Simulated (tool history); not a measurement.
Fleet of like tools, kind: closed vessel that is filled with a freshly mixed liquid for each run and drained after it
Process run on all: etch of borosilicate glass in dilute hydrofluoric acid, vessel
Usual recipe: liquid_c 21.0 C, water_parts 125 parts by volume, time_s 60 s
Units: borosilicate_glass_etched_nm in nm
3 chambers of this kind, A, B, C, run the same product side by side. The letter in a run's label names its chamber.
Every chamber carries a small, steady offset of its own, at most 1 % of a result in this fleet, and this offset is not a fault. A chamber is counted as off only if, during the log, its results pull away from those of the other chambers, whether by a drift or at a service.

run,hour,liquid_c,water_parts,time_s,hours since the thermometer was replaced,hours since the hydrofluoric acid flow meter was replaced,"read-back film thickness of the borosilicate glass reference wafer, read on the same gauge (nm)",borosilicate_glass_etched_nm
1B,10.1,21.0,125,60,2321.5,1259.0,29.975,23.391
2C,14.5,21.0,125,60,1181.6,515.4,30.025,23.035
3A,19.4,21.0,125,60,441.8,561.7,29.972,22.900
4C,25.7,21.0,125,60,1192.8,526.6,30.004,22.887
5B,31.2,21.0,125,60,2342.6,1280.1,30.020,23.117
6A,40.0,25.0,180,60,462.4,582.3,29.985,17.744
7A,48.2,25.0,180,60,470.6,590.5,30.048,17.693
8C,55.0,25.0,180,60,1222.1,555.9,30.011,17.711
9B,62.3,21.0,125,60,2373.7,1311.2,30.036,23.557
10C,71.5,21.0,125,60,1238.6,572.4,30.060,23.006
11A,76.6,21.0,125,60,499.0,618.9,30.009,22.893
12B,82.8,21.0,125,60,2394.2,1331.7,30.016,23.353
13A,90.8,21.0,125,60,513.2,633.1,30.048,23.172
14C,99.7,21.0,125,60,1266.8,600.6,30.020,23.133
15B,104.6,21.0,125,60,2416.0,1353.5,30.011,23.192
16B,111.0,21.0,125,60,2422.4,1359.9,30.003,23.529
17A,116.9,19.0,125,75,539.3,659.2,29.977,26.353
# hour 122.3: chamber B: thermometer replaced
18C,123.3,19.0,125,75,1290.4,624.2,29.986,26.665
19A,133.2,19.0,125,75,555.6,675.5,30.000,26.658
20B,143.3,21.0,125,60,21.1,1392.2,29.950,23.181
21C,150.9,21.0,125,90,1318.0,651.8,29.967,35.892
22B,159.9,21.0,125,90,37.7,1408.8,30.031,35.060
23C,166.7,21.0,125,90,1333.8,667.6,30.006,35.303
24A,171.7,21.0,125,60,594.1,714.0,29.974,23.398
25B,180.9,21.0,125,60,58.7,1429.8,29.997,23.578
26C,188.6,21.0,125,60,1355.7,689.5,30.063,23.670
27A,193.6,21.0,125,60,616.0,735.9,30.022,23.548
28A,199.3,21.0,125,60,621.7,741.6,29.974,23.180
29C,204.4,17.5,125,30,1371.5,705.3,30.042,10.240
30B,214.3,17.5,125,30,92.1,1463.2,30.008,10.026
31A,224.2,17.5,125,30,646.6,766.5,29.996,10.023
32B,230.2,21.0,125,60,108.0,1479.1,30.001,23.380
33C,238.4,21.0,125,40,1405.5,739.3,29.997,15.994
34C,243.9,21.0,125,40,1411.0,744.8,29.960,16.053
35A,253.4,21.0,125,40,675.8,795.7,30.012,15.341

Is one chamber off against the others, does the gauge drift, or is nothing wrong? If a chamber is off, say which, and what the likeliest cause is.

Chamber C drifts away from the others.
What lies behind it: hydrofluoric acid flow above the setpoint (%) = 4.46.
It could be hard to tell apart here from: liquid hotter than its thermometer reads (K).

Here are 4 candidates for chamber C's next run, each the usual settings with a change, their results left as question marks. Which one brings its results back in line with what the others give on the usual settings?
Counts as in line when no further than this from what the other chambers average on the usual settings: borosilicate_glass_etched_nm 0.590 nm
36C-1,260.6,21.0,130,60,,,,?
36C-2,260.6,21.0,125,55,,,,?
36C-3,260.6,21.0,115,60,,,,?
36C-4,260.6,21.0,120,60,,,,?

The other chambers' mean on the usual settings: borosilicate_glass_etched_nm 23.203 nm
run,borosilicate_glass_etched_nm
36C-1,23.042
36C-2,22.078
36C-3,26.447
36C-4,25.217
It is 36C-1 that realigns the chamber with its peers.

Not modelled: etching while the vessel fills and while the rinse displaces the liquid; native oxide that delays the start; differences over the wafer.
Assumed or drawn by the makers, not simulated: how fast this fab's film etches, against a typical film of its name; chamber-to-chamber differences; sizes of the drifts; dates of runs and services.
